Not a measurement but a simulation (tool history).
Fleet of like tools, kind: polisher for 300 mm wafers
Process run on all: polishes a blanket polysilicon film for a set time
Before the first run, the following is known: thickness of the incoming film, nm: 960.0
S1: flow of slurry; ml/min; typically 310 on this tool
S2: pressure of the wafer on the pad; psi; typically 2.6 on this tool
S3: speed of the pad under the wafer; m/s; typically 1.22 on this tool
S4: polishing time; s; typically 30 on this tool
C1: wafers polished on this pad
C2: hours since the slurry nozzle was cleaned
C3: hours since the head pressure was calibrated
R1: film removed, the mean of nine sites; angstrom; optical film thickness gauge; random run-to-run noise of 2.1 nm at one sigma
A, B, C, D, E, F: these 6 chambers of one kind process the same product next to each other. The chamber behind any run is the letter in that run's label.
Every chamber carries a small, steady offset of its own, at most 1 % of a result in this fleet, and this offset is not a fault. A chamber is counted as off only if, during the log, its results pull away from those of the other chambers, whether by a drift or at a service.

-- day=0.192 chamber A: worn pad replaced by a new one
-- day=0.204 chamber E: worn pad replaced by a new one
run 1E day=0.242 | S1=310 S2=2.6 S3=1.22 S4=30 | C1=12 C2=202.8 C3=557.5 | R1=2386.2
run 2F day=0.471 | S1=310 S2=2.6 S3=1.22 S4=30 | C1=203 C2=599.4 C3=90.2 | R1=2364
run 3B day=0.688 | S1=310 S2=2.6 S3=1.22 S4=30 | C1=591 C2=358.5 C3=836.1 | R1=2416.1
-- day=0.738 chamber B: worn pad replaced by a new one
run 4C day=0.846 | S1=310 S2=2.6 S3=1.22 S4=30 | C1=398 C2=410.5 C3=331.2 | R1=2396.1
run 5A day=1.083 | S1=310 S2=2.6 S3=0.92 S4=30 | C1=285 C2=221.5 C3=899.3 | R1=1767.9
run 6D day=1.242 | S1=310 S2=2.6 S3=0.92 S4=30 | C1=445 C2=73.2 C3=291.7 | R1=1793.6
run 7F day=1.517 | S1=310 S2=2.6 S3=0.92 S4=30 | C1=536 C2=624.5 C3=115.3 | R1=1801.3
-- day=1.692 chamber F: slurry nozzle cleaned
run 8E day=1.704 | S1=310 S2=2.6 S3=0.92 S4=30 | C1=479 C2=237.9 C3=592.6 | R1=1808.3
run 9C day=1.954 | S1=310 S2=2.6 S3=0.92 S4=30 | C1=751 C2=437.1 C3=357.8 | R1=1812.8
run 10D day=2.175 | S1=310 S2=2.6 S3=0.92 S4=30 | C1=743 C2=95.6 C3=314.1 | R1=1810.8
run 11A day=2.354 | S1=310 S2=2.6 S3=1.22 S4=30 | C1=690 C2=252 C3=929.8 | R1=2379.2
run 12B day=2.575 | S1=310 S2=2.6 S3=1.22 S4=30 | C1=587 C2=403.8 C3=881.4 | R1=2404.6
-- day=2.712 chamber B: worn pad replaced by a new one
run 13E day=2.746 | S1=310 S2=2.6 S3=1.22 S4=30 | C1=811 C2=262.9 C3=617.6 | R1=2423.5
run 14D day=2.929 | S1=310 S2=2.6 S3=0.94 S4=35 | C1=983 C2=113.7 C3=332.2 | R1=2153.6
-- day=3.029 chamber C: head pressure recalibrated
-- day=3.133 chamber D: worn pad replaced by a new one
-- day=3.183 chamber E: worn pad replaced by a new one
run 15F day=3.188 | S1=310 S2=2.6 S3=0.94 S4=35 | C1=1069 C2=36 C3=155.4 | R1=2125
run 16B day=3.375 | S1=310 S2=2.6 S3=0.94 S4=35 | C1=212 C2=423 C3=900.6 | R1=2115.8
run 17C day=3.583 | S1=310 S2=2.6 S3=0.94 S4=35 | C1=1271 C2=476.2 C3=13.3 | R1=2185.9
-- day=3.646 chamber C: worn pad replaced by a new one
run 18A day=3.888 | S1=310 S2=2.6 S3=0.94 S4=35 | C1=1179 C2=288.8 C3=966.6 | R1=2151.2
-- day=4.129 chamber A: worn pad replaced by a new one
run 19B day=4.154 | S1=310 S2=2.6 S3=0.94 S4=35 | C1=460 C2=441.7 C3=919.3 | R1=2145
-- day=4.171 chamber F: worn pad replaced by a new one
run 20A day=4.471 | S1=310 S2=2.6 S3=1.22 S4=30 | C1=108 C2=302.8 C3=980.6 | R1=2389.9
run 21F day=4.792 | S1=310 S2=2.6 S3=1.22 S4=30 | C1=198 C2=74.5 C3=193.9 | R1=2372.1
-- day=5.012 chamber B: worn pad replaced by a new one
run 22C day=5.104 | S1=310 S2=2.6 S3=1.22 S4=30 | C1=466 C2=512.7 C3=49.8 | R1=2392.9
run 23D day=5.388 | S1=310 S2=2.6 S3=1.22 S4=30 | C1=719 C2=172.7 C3=391.2 | R1=2398.4
-- day=5.567 chamber A: head pressure recalibrated
run 24E day=5.721 | S1=310 S2=2.6 S3=1.22 S4=30 | C1=809 C2=334.3 C3=689 | R1=2431.5
run 25B day=5.954 | S1=310 S2=2.6 S3=1.22 S4=30 | C1=301 C2=484.9 C3=962.5 | R1=2397
run 26C day=6.104 | S1=310 S2=2.6 S3=1.22 S4=30 | C1=784 C2=536.7 C3=73.8 | R1=2404.4
run 27D day=6.275 | S1=310 S2=2.6 S3=1.22 S4=30 | C1=1002 C2=194 C3=412.5 | R1=2396
-- day=6.462 chamber E: worn pad replaced by a new one
run 28F day=6.512 | S1=350 S2=2.6 S3=1.22 S4=30 | C1=747 C2=115.8 C3=235.2 | R1=2439.1
run 29A day=6.829 | S1=350 S2=2.6 S3=1.22 S4=30 | C1=861 C2=359.4 C3=30.3 | R1=2360.9
-- day=7.054 chamber D: worn pad replaced by a new one
-- day=7.088 chamber B: worn pad replaced by a new one
run 30E day=7.092 | S1=350 S2=2.6 S3=1.22 S4=30 | C1=201 C2=367.2 C3=721.9 | R1=2431.9
-- day=7.117 chamber C: slurry nozzle cleaned
-- day=7.267 chamber C: worn pad replaced by a new one
run 31C day=7.275 | S1=350 S2=2.6 S3=1.22 S4=30 | C1=3 C2=3.9 C3=101.9 | R1=2448.9
run 32D day=7.479 | S1=350 S2=2.6 S3=1.22 S4=30 | C1=136 C2=222.9 C3=441.4 | R1=2441.7
run 33B day=7.721 | S1=350 S2=2.6 S3=1.22 S4=30 | C1=203 C2=527.3 C3=1004.9 | R1=2404.2
-- day=7.746 chamber B: head pressure recalibrated
run 34A day=7.908 | S1=310 S2=2.6 S3=1.22 S4=30 | C1=1205 C2=385.3 C3=56.2 | R1=2386.4
-- day=7.992 chamber A: worn pad replaced by a new one
run 35E day=8.171 | S1=310 S2=2.6 S3=1.22 S4=30 | C1=545 C2=393.1 C3=747.8 | R1=2375.1
run 36F day=8.396 | S1=205 S2=2.9 S3=1.22 S4=30 | C1=1348 C2=161 C3=280.4 | R1=2506.7
run 37C day=8.671 | S1=205 S2=2.9 S3=1.22 S4=30 | C1=449 C2=37.4 C3=135.4 | R1=2571
-- day=8.946 chamber A: slurry nozzle cleaned
run 38D day=8.996 | S1=205 S2=2.9 S3=1.22 S4=30 | C1=620 C2=259.3 C3=477.8 | R1=2564.8
-- day=9.262 chamber B: worn pad replaced by a new one
run 39F day=9.304 | S1=205 S2=2.9 S3=1.22 S4=30 | C1=1638 C2=182.8 C3=302.2 | R1=2500
run 40B day=9.538 | S1=205 S2=2.9 S3=1.22 S4=30 | C1=88 C2=570.9 C3=43.1 | R1=2554.7
run 41A day=9.708 | S1=205 S2=2.9 S3=1.22 S4=30 | C1=548 C2=18.4 C3=99.4 | R1=2560.4

Next, every chamber runs the same settings. What will each give?
run 42A day=9.946 | S1=310 S2=2.6 S3=1.5 S4=30 | R1=?
run 42B day=9.946 | S1=310 S2=2.6 S3=1.5 S4=30 | R1=?
run 42C day=9.946 | S1=310 S2=2.6 S3=1.5 S4=30 | R1=?
run 42D day=9.946 | S1=310 S2=2.6 S3=1.5 S4=30 | R1=?
run 42E day=9.946 | S1=310 S2=2.6 S3=1.5 S4=30 | R1=?
run 42F day=9.946 | S1=310 S2=2.6 S3=1.5 S4=30 | R1=?

run=42A R1=2969.7
run=42B R1=2922
run=42C R1=2907.3
run=42D R1=2991.7
run=42E R1=2939.2
run=42F R1=2918.2
